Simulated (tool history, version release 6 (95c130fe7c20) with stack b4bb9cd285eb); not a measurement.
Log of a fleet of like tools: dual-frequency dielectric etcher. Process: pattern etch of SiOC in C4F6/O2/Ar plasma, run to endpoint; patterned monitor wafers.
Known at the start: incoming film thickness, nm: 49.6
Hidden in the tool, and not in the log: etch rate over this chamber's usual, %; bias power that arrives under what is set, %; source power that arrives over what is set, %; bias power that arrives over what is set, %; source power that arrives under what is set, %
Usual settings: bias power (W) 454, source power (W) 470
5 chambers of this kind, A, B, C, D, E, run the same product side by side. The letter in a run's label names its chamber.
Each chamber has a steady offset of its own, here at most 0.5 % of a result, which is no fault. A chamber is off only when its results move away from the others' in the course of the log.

run	hour	bias power (W)	source power (W)	hours since the last wet clean	hours since the last bias power generator calibration	hours since the last source power generator calibration	endpoint time (s)
1B	7.9	454	470	117.0	4184.1	126.5	16.315
2A	18.4	454	470	116.3	2387.9	1431.1	16.443
3C	25.8	454	470	403.9	357.5	2341.0	16.227
4D	31.7	454	470	526.4	2906.2	694.8	16.386
5E	39.0	454	470	155.6	1729.6	2086.5	16.505
6D	45.2	454	540	539.9	2919.7	708.3	15.573
7A	50.7	454	540	148.6	2420.2	1463.4	15.594
8C	55.6	454	540	433.7	387.3	2370.8	15.330
9B	64.0	454	540	173.1	4240.2	182.6	15.615
10E	68.9	454	540	185.5	1759.5	2116.4	15.533
11D	73.6	454	470	568.3	2948.1	736.7	16.304
# hour 74.9: chamber E: bias power generator calibrated
12B	82.7	454	470	191.8	4258.9	201.3	16.382
13C	87.8	454	470	465.9	419.5	2403.0	16.289
14A	97.5	454	470	195.4	2467.0	1510.2	16.433
15E	107.1	454	470	223.7	32.2	2154.6	16.389
16B	114.3	454	470	223.4	4290.5	232.9	16.477
17A	123.9	454	470	221.8	2493.4	1536.6	16.459
18C	130.5	454	470	508.6	462.2	2445.7	16.373
19D	137.0	398	570	631.7	3011.5	800.1	16.033
# hour 139.8: chamber C: wet clean of the chamber
20E	143.1	398	570	259.7	68.2	2190.6	16.002
21E	151.2	398	570	267.8	76.3	2198.7	15.995
22B	156.9	398	570	266.0	4333.1	275.5	15.973
23D	161.9	398	570	656.6	3036.4	825.0	15.921
24A	172.0	454	470	269.9	2541.5	1584.7	16.368
25C	181.3	454	470	41.6	513.0	2496.5	15.641
# hour 182.9: chamber D: wet clean of the chamber
26B	187.5	454	470	296.6	4363.7	306.1	16.415
27C	196.1	454	470	56.4	527.8	2511.3	15.567
28E	204.1	454	510	320.7	129.2	2251.6	15.830
29D	213.0	454	510	30.2	3087.5	876.1	15.980
30A	218.4	454	510	316.3	2587.9	1631.1	15.769
31C	223.9	454	510	84.2	555.6	2539.1	15.241
32E	229.2	454	510	345.8	154.3	2276.7	15.833
33A	234.6	454	470	332.5	2604.1	1647.3	16.406
34D	239.2	454	470	56.4	3113.7	902.3	16.384
35B	244.4	345	370	353.5	4420.6	363.0	19.674
36C	254.9	345	370	115.2	586.6	2570.1	18.795
37A	260.6	345	370	358.5	2630.1	1673.3	19.832
# hour 264.7: chamber B: wet clean of the chamber
38E	266.5	345	370	383.1	191.6	2314.0	19.768
39B	272.4	345	370	7.7	4448.6	391.0	19.763
40D	280.4	454	470	97.6	3154.9	943.5	16.343
41D	288.5	454	470	105.7	3163.0	951.6	16.298

What goes on in this fleet: one chamber off, a drifting gauge, or nothing beyond the chambers' own small offsets? Name the chamber and the cause, if any.

A service left chamber C off against the others.
Cause: etch rate over this chamber's usual, % = 4.1.

Here are 4 candidates for chamber C's next run, each the usual settings with a change, their results left as question marks. Which one brings its results back in line with what the others give on the usual settings?
In line means no further than this from the other chambers' mean on the usual settings: endpoint time (s) 0.200
42C-1	296.1	514	470				?
42C-2	296.1	346	470				?
42C-3	296.1	426	440				?
42C-4	296.1	454	610				?

The other chambers' mean on the usual settings: endpoint time (s) 16.390
run	endpoint time (s)
42C-1	14.928
42C-2	17.183
42C-3	16.376
42C-4	14.167
42C-3 brings the chamber back in line.
